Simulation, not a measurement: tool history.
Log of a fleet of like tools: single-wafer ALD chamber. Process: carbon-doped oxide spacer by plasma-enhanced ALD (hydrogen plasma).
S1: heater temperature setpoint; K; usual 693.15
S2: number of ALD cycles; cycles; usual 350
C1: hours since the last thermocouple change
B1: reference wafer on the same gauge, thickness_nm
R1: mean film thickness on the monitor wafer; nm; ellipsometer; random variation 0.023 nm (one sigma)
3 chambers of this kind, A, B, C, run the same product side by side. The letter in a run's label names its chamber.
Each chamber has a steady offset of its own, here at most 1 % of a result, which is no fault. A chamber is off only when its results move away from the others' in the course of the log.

run 1B day=0.354 | S1=693.15 S2=350 | C1=617.8 | B1=17.906 | R1=16.389
run 2C day=0.638 | S1=693.15 S2=350 | C1=554.1 | B1=17.907 | R1=16.486
run 3A day=1.033 | S1=693.15 S2=350 | C1=1411.8 | B1=17.911 | R1=16.36
run 4B day=1.379 | S1=693.15 S2=350 | C1=642.4 | B1=17.917 | R1=16.388
run 5A day=1.567 | S1=693.15 S2=350 | C1=1424.6 | B1=17.924 | R1=16.333
run 6C day=1.783 | S1=706.15 S2=284 | C1=581.6 | B1=17.932 | R1=12.858
run 7A day=2.021 | S1=706.15 S2=284 | C1=1435.5 | B1=17.928 | R1=12.717
run 8C day=2.358 | S1=706.15 S2=284 | C1=595.4 | B1=17.933 | R1=12.843
run 9B day=2.696 | S1=693.15 S2=350 | C1=674 | B1=17.946 | R1=16.391
run 10B day=2.971 | S1=693.15 S2=350 | C1=680.6 | B1=17.94 | R1=16.423
run 11C day=3.188 | S1=693.15 S2=350 | C1=615.3 | B1=17.945 | R1=16.545
run 12A day=3.496 | S1=693.15 S2=350 | C1=1470.9 | B1=17.948 | R1=16.421
run 13A day=3.679 | S1=693.15 S2=350 | C1=1475.3 | B1=17.946 | R1=16.372
run 14B day=3.992 | S1=693.15 S2=350 | C1=705.1 | B1=17.96 | R1=16.403
run 15C day=4.367 | S1=693.15 S2=350 | C1=643.6 | B1=17.96 | R1=16.557
run 16C day=4.696 | S1=693.15 S2=350 | C1=651.5 | B1=17.965 | R1=16.563
run 17A day=5.004 | S1=693.15 S2=350 | C1=1507.1 | B1=17.971 | R1=16.416
run 18B day=5.358 | S1=693.15 S2=350 | C1=737.9 | B1=17.974 | R1=16.467
run 19A day=5.771 | S1=693.15 S2=350 | C1=1525.5 | B1=17.979 | R1=16.402
run 20C day=6.021 | S1=693.15 S2=350 | C1=683.3 | B1=17.982 | R1=16.514
run 21B day=6.367 | S1=693.15 S2=350 | C1=762.1 | B1=17.991 | R1=16.499
run 22B day=6.646 | S1=693.15 S2=350 | C1=768.8 | B1=17.986 | R1=16.459
run 23A day=6.954 | S1=693.15 S2=350 | C1=1553.9 | B1=17.996 | R1=16.373
run 24C day=7.146 | S1=693.15 S2=350 | C1=710.3 | B1=17.995 | R1=16.573

Is one chamber off against the others, does the gauge drift, or is nothing wrong? If a chamber is off, say which, and what the likeliest cause is.

The gauge drifts, so all chambers seem to drift together. No chamber is off.
Cause: gauge reads high (%) = 0.572.
